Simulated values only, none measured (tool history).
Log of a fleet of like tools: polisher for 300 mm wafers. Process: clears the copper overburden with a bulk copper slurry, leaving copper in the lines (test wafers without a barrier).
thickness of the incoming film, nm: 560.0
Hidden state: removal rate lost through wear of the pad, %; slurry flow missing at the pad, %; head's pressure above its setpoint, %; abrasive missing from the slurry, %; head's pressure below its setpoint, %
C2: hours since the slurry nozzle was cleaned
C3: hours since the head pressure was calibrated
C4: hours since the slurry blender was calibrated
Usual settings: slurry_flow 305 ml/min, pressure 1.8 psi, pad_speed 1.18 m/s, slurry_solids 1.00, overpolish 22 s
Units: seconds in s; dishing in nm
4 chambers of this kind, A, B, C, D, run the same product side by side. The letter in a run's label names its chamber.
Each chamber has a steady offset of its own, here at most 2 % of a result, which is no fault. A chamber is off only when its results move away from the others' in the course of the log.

At day 0.308: chamber B: head pressure recalibrated.
Run 1C, day 0.333: usual settings; wafers polished on this pad 421; C2 205.1; C3 296.1; C4 147.8. Result: seconds 93.260 s, dishing 62.384 nm.
At day 0.900: chamber B: slurry nozzle cleaned.
Run 2B, day 0.992: usual settings; wafers polished on this pad 428; C2 2.2; C3 16.5; C4 101.6. Result: seconds 92.860 s, dishing 60.978 nm.
At day 1.258: chamber C: slurry blender recalibrated.
Run 3A, day 1.496: usual settings; wafers polished on this pad 628; C2 308.0; C3 916.7; C4 203.2. Result: seconds 92.546 s, dishing 61.419 nm.
At day 1.646: chamber D: slurry nozzle cleaned.
At day 1.712: chamber D: worn pad replaced by a new one.
Run 4D, day 1.846: usual settings; wafers polished on this pad 34; C2 4.9; C3 339.5; C4 68.3. Result: seconds 91.581 s, dishing 59.923 nm.
At day 2.208: chamber C: worn pad replaced by a new one.
Run 5C, day 2.212: usual settings; wafers polished on this pad 2; C2 250.2; C3 341.2; C4 23.0. Result: seconds 90.217 s, dishing 62.365 nm.
At day 2.404: chamber A: worn pad replaced by a new one.
At day 2.858: chamber D: head pressure recalibrated.
Run 6B, day 2.867: usual settings; wafers polished on this pad 910; C2 47.2; C3 61.5; C4 146.6. Result: seconds 92.238 s, dishing 61.753 nm.
Run 7D, day 3.275: usual settings; wafers polished on this pad 401; C2 39.2; C3 10.1; C4 102.6. Result: seconds 93.672 s, dishing 61.339 nm.
At day 3.650: chamber B: worn pad replaced by a new one.
Run 8A, day 3.871: usual settings; wafers polished on this pad 377; C2 365.0; C3 973.7; C4 260.2. Result: seconds 92.068 s, dishing 61.130 nm.
Run 9D, day 4.375: usual settings; wafers polished on this pad 683; C2 65.6; C3 36.5; C4 129.0. Result: seconds 88.040 s, dishing 62.419 nm.
Run 10C, day 4.925: usual settings; wafers polished on this pad 698; C2 315.3; C3 406.3; C4 88.1. Result: seconds 88.026 s, dishing 61.856 nm.
At day 5.058: chamber D: worn pad replaced by a new one.
Run 11B, day 5.346: usual settings; wafers polished on this pad 436; C2 106.7; C3 121.0; C4 206.1. Result: seconds 92.142 s, dishing 61.838 nm.
Run 12A, day 5.692: usual settings; wafers polished on this pad 844; C2 408.7; C3 1017.4; C4 303.9. Result: seconds 90.997 s, dishing 63.142 nm.
At day 6.058: chamber C: worn pad replaced by a new one.
Run 13C, day 6.204: usual settings but slurry_solids 1.15, overpolish 35 s; wafers polished on this pad 38; C2 346.0; C3 437.0; C4 118.8. Result: seconds 85.148 s, dishing 75.991 nm.
At day 6.462: chamber A: worn pad replaced by a new one.
Run 14B, day 6.533: usual settings but slurry_solids 1.15, overpolish 35 s; wafers polished on this pad 741; C2 135.2; C3 149.5; C4 234.6. Result: seconds 87.740 s, dishing 75.363 nm.
At day 6.933: chamber B: slurry blender recalibrated.
Run 15A, day 7.183: usual settings but slurry_solids 1.15, overpolish 35 s; wafers polished on this pad 186; C2 444.5; C3 1053.2; C4 339.7. Result: seconds 85.906 s, dishing 76.359 nm.
Run 16D, day 7.733: usual settings but slurry_solids 1.15, overpolish 35 s; wafers polished on this pad 687; C2 146.2; C3 117.1; C4 209.6. Result: seconds 89.423 s, dishing 76.592 nm.
Run 17D, day 8.154: usual settings; wafers polished on this pad 795; C2 156.3; C3 127.2; C4 219.7. Result: seconds 90.032 s, dishing 60.237 nm.
At day 8.179: chamber D: slurry blender recalibrated.
At day 8.354: chamber B: worn pad replaced by a new one.
Run 18C, day 8.600: usual settings; wafers polished on this pad 653; C2 403.5; C3 494.5; C4 176.3. Result: seconds 89.679 s, dishing 61.074 nm.
At day 8.729: chamber D: worn pad replaced by a new one.
Run 19B, day 9.221: usual settings; wafers polished on this pad 223; C2 199.7; C3 214.0; C4 54.9. Result: seconds 91.767 s, dishing 61.810 nm.
At day 9.262: chamber C: slurry blender recalibrated.
At day 9.571: chamber C: worn pad replaced by a new one.
Run 20A, day 9.629: usual settings; wafers polished on this pad 813; C2 503.2; C3 1111.9; C4 398.4. Result: seconds 93.387 s, dishing 62.746 nm.
Run 21B, day 9.950: usual settings; wafers polished on this pad 410; C2 217.2; C3 231.5; C4 72.4. Result: seconds 92.578 s, dishing 61.259 nm.
Run 22D, day 10.379: usual settings; wafers polished on this pad 423; C2 209.7; C3 180.6; C4 52.9. Result: seconds 92.894 s, dishing 60.603 nm.
At day 10.775: chamber A: slurry nozzle cleaned.
At day 10.829: chamber A: worn pad replaced by a new one.
Run 23C, day 10.875: usual settings; wafers polished on this pad 334; C2 458.1; C3 549.1; C4 38.8. Result: seconds 89.264 s, dishing 62.505 nm.
At day 10.900: chamber A: slurry blender recalibrated.
At day 10.942: chamber C: slurry nozzle cleaned.
Run 24A, day 11.329: usual settings; wafers polished on this pad 128; C2 13.4; C3 1152.7; C4 10.4. Result: seconds 87.952 s, dishing 62.305 nm.
Run 25B, day 11.821: usual settings; wafers polished on this pad 890; C2 262.1; C3 276.4; C4 117.3. Result: seconds 90.227 s, dishing 62.207 nm.
Run 26C, day 12.183: usual settings; wafers polished on this pad 670; C2 29.8; C3 580.5; C4 70.2. Result: seconds 90.585 s, dishing 61.658 nm.
At day 12.304: chamber D: slurry nozzle cleaned.
Run 27D, day 12.596: usual settings; wafers polished on this pad 992; C2 7.1; C3 233.8; C4 106.1. Result: seconds 89.880 s, dishing 61.373 nm.
At day 12.742: chamber B: worn pad replaced by a new one.
At day 12.746: chamber D: worn pad replaced by a new one.
Run 28A, day 13.100: usual settings; wafers polished on this pad 583; C2 55.9; C3 1195.2; C4 52.9. Result: seconds 87.209 s, dishing 63.172 nm.
At day 13.508: chamber C: worn pad replaced by a new one.
Run 29D, day 13.558: usual settings; wafers polished on this pad 208; C2 30.2; C3 256.9; C4 129.2. Result: seconds 92.327 s, dishing 61.072 nm.
Run 30C, day 14.100: usual settings; wafers polished on this pad 152; C2 75.8; C3 626.5; C4 116.2. Result: seconds 91.062 s, dishing 61.098 nm.
At day 14.271: chamber A: worn pad replaced by a new one.
Run 31A, day 14.679: usual settings; wafers polished on this pad 105; C2 93.8; C3 1233.1; C4 90.8. Result: seconds 91.788 s, dishing 63.444 nm.
Run 32B, day 15.300: usual settings but pad_speed 1.34 m/s, overpolish 34 s; wafers polished on this pad 657; C2 345.6; C3 359.9; C4 200.8. Result: seconds 79.894 s, dishing 76.673 nm.
At day 15.333: chamber C: head pressure recalibrated.
At day 15.379: chamber A: head pressure recalibrated.
Run 33A, day 15.683: usual settings but pad_speed 1.34 m/s, overpolish 34 s; wafers polished on this pad 363; C2 117.9; C3 7.3; C4 114.9. Result: seconds 79.263 s, dishing 77.370 nm.
Run 34D, day 16.021: usual settings but pad_speed 1.34 m/s, overpolish 34 s; wafers polished on this pad 841; C2 89.3; C3 316.0; C4 188.3. Result: seconds 81.732 s, dishing 74.539 nm.
Run 35C, day 16.400: usual settings but pad_speed 1.34 m/s, overpolish 34 s; wafers polished on this pad 742; C2 131.0; C3 25.7; C4 171.4. Result: seconds 79.386 s, dishing 76.245 nm.
At day 16.683: chamber B: head pressure recalibrated.
At day 16.683: chamber D: head pressure recalibrated.
At day 16.750: chamber D: worn pad replaced by a new one.
At day 16.933: chamber C: worn pad replaced by a new one.
Run 36B, day 17.058: usual settings; wafers polished on this pad 1108; C2 387.8; C3 9.0; C4 243.0. Result: seconds 91.176 s, dishing 61.972 nm.
At day 17.071: chamber C: slurry blender recalibrated.
At day 17.104: chamber B: worn pad replaced by a new one.
At day 17.254: chamber B: slurry blender recalibrated.
At day 17.625: chamber A: worn pad replaced by a new one.
Run 37A, day 17.629: usual settings; wafers polished on this pad 1; C2 164.6; C3 54.0; C4 161.6. Result: seconds 91.757 s, dishing 63.008 nm.
At day 17.992: chamber D: slurry blender recalibrated.
Run 38D, day 18.158: usual settings; wafers polished on this pad 361; C2 140.6; C3 35.4; C4 4.0. Result: seconds 94.085 s, dishing 61.090 nm.
Run 39B, day 18.779: usual settings but overpolish 30 s; wafers polished on this pad 430; C2 429.1; C3 50.3; C4 36.7. Result: seconds 88.760 s, dishing 71.150 nm.
Run 40C, day 19.333: usual settings but overpolish 30 s; wafers polished on this pad 616; C2 201.4; C3 96.1; C4 54.3. Result: seconds 92.453 s, dishing 71.280 nm.

What goes on in this fleet: one chamber off, a drifting gauge, or nothing beyond the chambers' own small offsets? Name the chamber and the cause, if any.

No chamber stands off beyond its own small offset, and the gauge holds steady.
